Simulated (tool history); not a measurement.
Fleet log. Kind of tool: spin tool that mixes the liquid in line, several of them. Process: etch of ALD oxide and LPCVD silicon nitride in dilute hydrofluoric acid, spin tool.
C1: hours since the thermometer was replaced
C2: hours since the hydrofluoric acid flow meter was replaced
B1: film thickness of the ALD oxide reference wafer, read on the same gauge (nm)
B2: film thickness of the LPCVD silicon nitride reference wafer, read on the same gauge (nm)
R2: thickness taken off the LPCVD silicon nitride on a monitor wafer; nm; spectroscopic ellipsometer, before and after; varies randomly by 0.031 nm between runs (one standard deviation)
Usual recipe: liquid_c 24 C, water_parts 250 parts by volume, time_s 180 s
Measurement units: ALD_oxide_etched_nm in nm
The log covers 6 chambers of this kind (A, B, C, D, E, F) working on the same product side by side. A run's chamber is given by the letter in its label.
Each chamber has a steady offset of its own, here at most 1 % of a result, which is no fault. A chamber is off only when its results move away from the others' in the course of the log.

run 1C hour=8.3 | liquid_c=24 water_parts=250 time_s=180 | C1=46.1 C2=989.0 | B1=109.98 B2=149.97 | ALD_oxide_etched_nm=15.9830 R2=0.36238
run 2F hour=20.7 | liquid_c=24 water_parts=250 time_s=180 | C1=77.9 C2=1050.9 | B1=109.99 B2=150.01 | ALD_oxide_etched_nm=15.7980 R2=0.42262
run 3D hour=33.8 | liquid_c=24 water_parts=250 time_s=180 | C1=1268.3 C2=39.8 | B1=110.00 B2=150.03 | ALD_oxide_etched_nm=15.8420 R2=0.39341
-- hour=36.3 chamber B: thermometer replaced
run 4A hour=48.8 | liquid_c=24 water_parts=250 time_s=180 | C1=1155.6 C2=1117.6 | B1=109.97 B2=150.00 | ALD_oxide_etched_nm=16.0260 R2=0.37028
run 5B hour=63.8 | liquid_c=26 water_parts=345 time_s=180 | C1=27.6 C2=100.7 | B1=110.02 B2=150.01 | ALD_oxide_etched_nm=11.4070 R2=0.26990
run 6E hour=73.1 | liquid_c=26 water_parts=345 time_s=180 | C1=1564.3 C2=114.8 | B1=110.04 B2=150.02 | ALD_oxide_etched_nm=10.9660 R2=0.30772
run 7C hour=87.5 | liquid_c=26 water_parts=345 time_s=180 | C1=125.3 C2=1068.2 | B1=110.02 B2=149.99 | ALD_oxide_etched_nm=11.1670 R2=0.32722
run 8A hour=101.6 | liquid_c=26 water_parts=345 time_s=180 | C1=1208.4 C2=1170.4 | B1=109.96 B2=150.00 | ALD_oxide_etched_nm=11.2630 R2=0.34278
run 9F hour=116.8 | liquid_c=26 water_parts=345 time_s=180 | C1=174.0 C2=1147.0 | B1=109.98 B2=149.98 | ALD_oxide_etched_nm=11.1770 R2=0.31529
run 10D hour=124.5 | liquid_c=26 water_parts=345 time_s=180 | C1=1359.0 C2=130.5 | B1=110.03 B2=150.01 | ALD_oxide_etched_nm=11.2900 R2=0.32840
run 11B hour=138.8 | liquid_c=24 water_parts=250 time_s=180 | C1=102.6 C2=175.7 | B1=110.04 B2=150.03 | ALD_oxide_etched_nm=15.8010 R2=0.31565
run 12E hour=150.7 | liquid_c=24 water_parts=250 time_s=180 | C1=1641.9 C2=192.4 | B1=110.00 B2=150.02 | ALD_oxide_etched_nm=15.8130 R2=0.37025
run 13D hour=165.6 | liquid_c=24 water_parts=250 time_s=180 | C1=1400.1 C2=171.6 | B1=110.00 B2=150.01 | ALD_oxide_etched_nm=15.7910 R2=0.39024
run 14B hour=173.4 | liquid_c=24 water_parts=250 time_s=180 | C1=137.2 C2=210.3 | B1=110.06 B2=149.97 | ALD_oxide_etched_nm=15.8430 R2=0.37016
run 15C hour=185.0 | liquid_c=24 water_parts=250 time_s=180 | C1=222.8 C2=1165.7 | B1=109.99 B2=149.98 | ALD_oxide_etched_nm=15.8750 R2=0.34829
run 16F hour=198.9 | liquid_c=24 water_parts=250 time_s=180 | C1=256.1 C2=1229.1 | B1=109.98 B2=150.00 | ALD_oxide_etched_nm=15.7980 R2=0.37430
run 17E hour=214.4 | liquid_c=24 water_parts=250 time_s=180 | C1=1705.6 C2=256.1 | B1=110.00 B2=149.99 | ALD_oxide_etched_nm=15.8350 R2=0.34108
run 18A hour=223.2 | liquid_c=24 water_parts=250 time_s=180 | C1=1330.0 C2=1292.0 | B1=110.02 B2=150.01 | ALD_oxide_etched_nm=16.0530 R2=0.34491
run 19A hour=237.5 | liquid_c=24 water_parts=250 time_s=180 | C1=1344.3 C2=1306.3 | B1=109.99 B2=150.04 | ALD_oxide_etched_nm=16.2470 R2=0.34122
run 20F hour=246.8 | liquid_c=24 water_parts=250 time_s=180 | C1=304.0 C2=1277.0 | B1=109.97 B2=150.01 | ALD_oxide_etched_nm=16.1080 R2=0.36889
-- hour=249.1 chamber D: thermometer replaced
run 21C hour=254.5 | liquid_c=24 water_parts=250 time_s=180 | C1=292.3 C2=1235.2 | B1=110.01 B2=150.01 | ALD_oxide_etched_nm=15.5340 R2=0.36549
run 22D hour=264.0 | liquid_c=24 water_parts=250 time_s=180 | C1=14.9 C2=270.0 | B1=110.02 B2=149.98 | ALD_oxide_etched_nm=16.0440 R2=0.38542
run 23E hour=277.1 | liquid_c=24 water_parts=250 time_s=180 | C1=1768.3 C2=318.8 | B1=109.99 B2=149.98 | ALD_oxide_etched_nm=15.8010 R2=0.36183
run 24B hour=291.7 | liquid_c=24 water_parts=250 time_s=180 | C1=255.5 C2=328.6 | B1=110.04 B2=149.97 | ALD_oxide_etched_nm=15.8280 R2=0.40556
run 25B hour=300.4 | liquid_c=24 water_parts=195 time_s=75 | C1=264.2 C2=337.3 | B1=110.02 B2=149.99 | ALD_oxide_etched_nm=9.0262 R2=0.19551
run 26D hour=310.6 | liquid_c=24 water_parts=195 time_s=75 | C1=61.5 C2=316.6 | B1=109.96 B2=150.03 | ALD_oxide_etched_nm=8.9211 R2=0.22175
run 27C hour=317.4 | liquid_c=24 water_parts=195 time_s=75 | C1=355.2 C2=1298.1 | B1=109.94 B2=149.99 | ALD_oxide_etched_nm=8.7268 R2=0.17397
run 28A hour=325.0 | liquid_c=24 water_parts=195 time_s=75 | C1=1431.8 C2=1393.8 | B1=110.03 B2=150.00 | ALD_oxide_etched_nm=9.1077 R2=0.17881
run 29F hour=334.2 | liquid_c=24 water_parts=195 time_s=75 | C1=391.4 C2=1364.4 | B1=109.96 B2=149.97 | ALD_oxide_etched_nm=9.0399 R2=0.18309
run 30E hour=344.3 | liquid_c=24 water_parts=195 time_s=75 | C1=1835.5 C2=386.0 | B1=109.98 B2=149.99 | ALD_oxide_etched_nm=9.0473 R2=0.22612
run 31E hour=351.3 | liquid_c=24 water_parts=150 time_s=285 | C1=1842.5 C2=393.0 | B1=110.02 B2=149.99 | ALD_oxide_etched_nm=47.4940 R2=0.91946
run 32B hour=365.2 | liquid_c=24 water_parts=150 time_s=285 | C1=329.0 C2=402.1 | B1=109.98 B2=149.97 | ALD_oxide_etched_nm=46.1460 R2=0.76323
run 33A hour=380.3 | liquid_c=24 water_parts=150 time_s=285 | C1=1487.1 C2=1449.1 | B1=110.03 B2=150.02 | ALD_oxide_etched_nm=46.9670 R2=0.87581
run 34C hour=388.5 | liquid_c=24 water_parts=150 time_s=285 | C1=426.3 C2=1369.2 | B1=109.99 B2=149.97 | ALD_oxide_etched_nm=44.4020 R2=0.96911
run 35D hour=402.6 | liquid_c=24 water_parts=150 time_s=285 | C1=153.5 C2=408.6 | B1=109.99 B2=149.99 | ALD_oxide_etched_nm=46.9740 R2=0.93682
run 36F hour=410.1 | liquid_c=24 water_parts=150 time_s=285 | C1=467.3 C2=1440.3 | B1=109.99 B2=150.02 | ALD_oxide_etched_nm=47.0100 R2=0.94555
run 37E hour=425.5 | liquid_c=24 water_parts=250 time_s=180 | C1=1916.7 C2=467.2 | B1=109.99 B2=149.98 | ALD_oxide_etched_nm=15.6760 R2=0.36473
run 38B hour=439.7 | liquid_c=24 water_parts=250 time_s=180 | C1=403.5 C2=476.6 | B1=109.97 B2=149.99 | ALD_oxide_etched_nm=15.7950 R2=0.34535
run 39A hour=448.4 | liquid_c=24 water_parts=250 time_s=180 | C1=1555.2 C2=1517.2 | B1=109.98 B2=149.97 | ALD_oxide_etched_nm=16.1470 R2=0.33673

Next, every chamber runs the same settings. What will each give?
run 40A hour=459.5 | liquid_c=24 water_parts=250 time_s=180 | ALD_oxide_etched_nm=? R2=?
run 40B hour=459.5 | liquid_c=24 water_parts=250 time_s=180 | ALD_oxide_etched_nm=? R2=?
run 40C hour=459.5 | liquid_c=24 water_parts=250 time_s=180 | ALD_oxide_etched_nm=? R2=?
run 40D hour=459.5 | liquid_c=24 water_parts=250 time_s=180 | ALD_oxide_etched_nm=? R2=?
run 40E hour=459.5 | liquid_c=24 water_parts=250 time_s=180 | ALD_oxide_etched_nm=? R2=?
run 40F hour=459.5 | liquid_c=24 water_parts=250 time_s=180 | ALD_oxide_etched_nm=? R2=?

run=40A ALD_oxide_etched_nm=16.0650 R2=0.37606
run=40B ALD_oxide_etched_nm=15.7300 R2=0.33497
run=40C ALD_oxide_etched_nm=14.6400 R2=0.34438
run=40D ALD_oxide_etched_nm=15.4890 R2=0.35995
run=40E ALD_oxide_etched_nm=15.8540 R2=0.36251
run=40F ALD_oxide_etched_nm=15.9450 R2=0.36454

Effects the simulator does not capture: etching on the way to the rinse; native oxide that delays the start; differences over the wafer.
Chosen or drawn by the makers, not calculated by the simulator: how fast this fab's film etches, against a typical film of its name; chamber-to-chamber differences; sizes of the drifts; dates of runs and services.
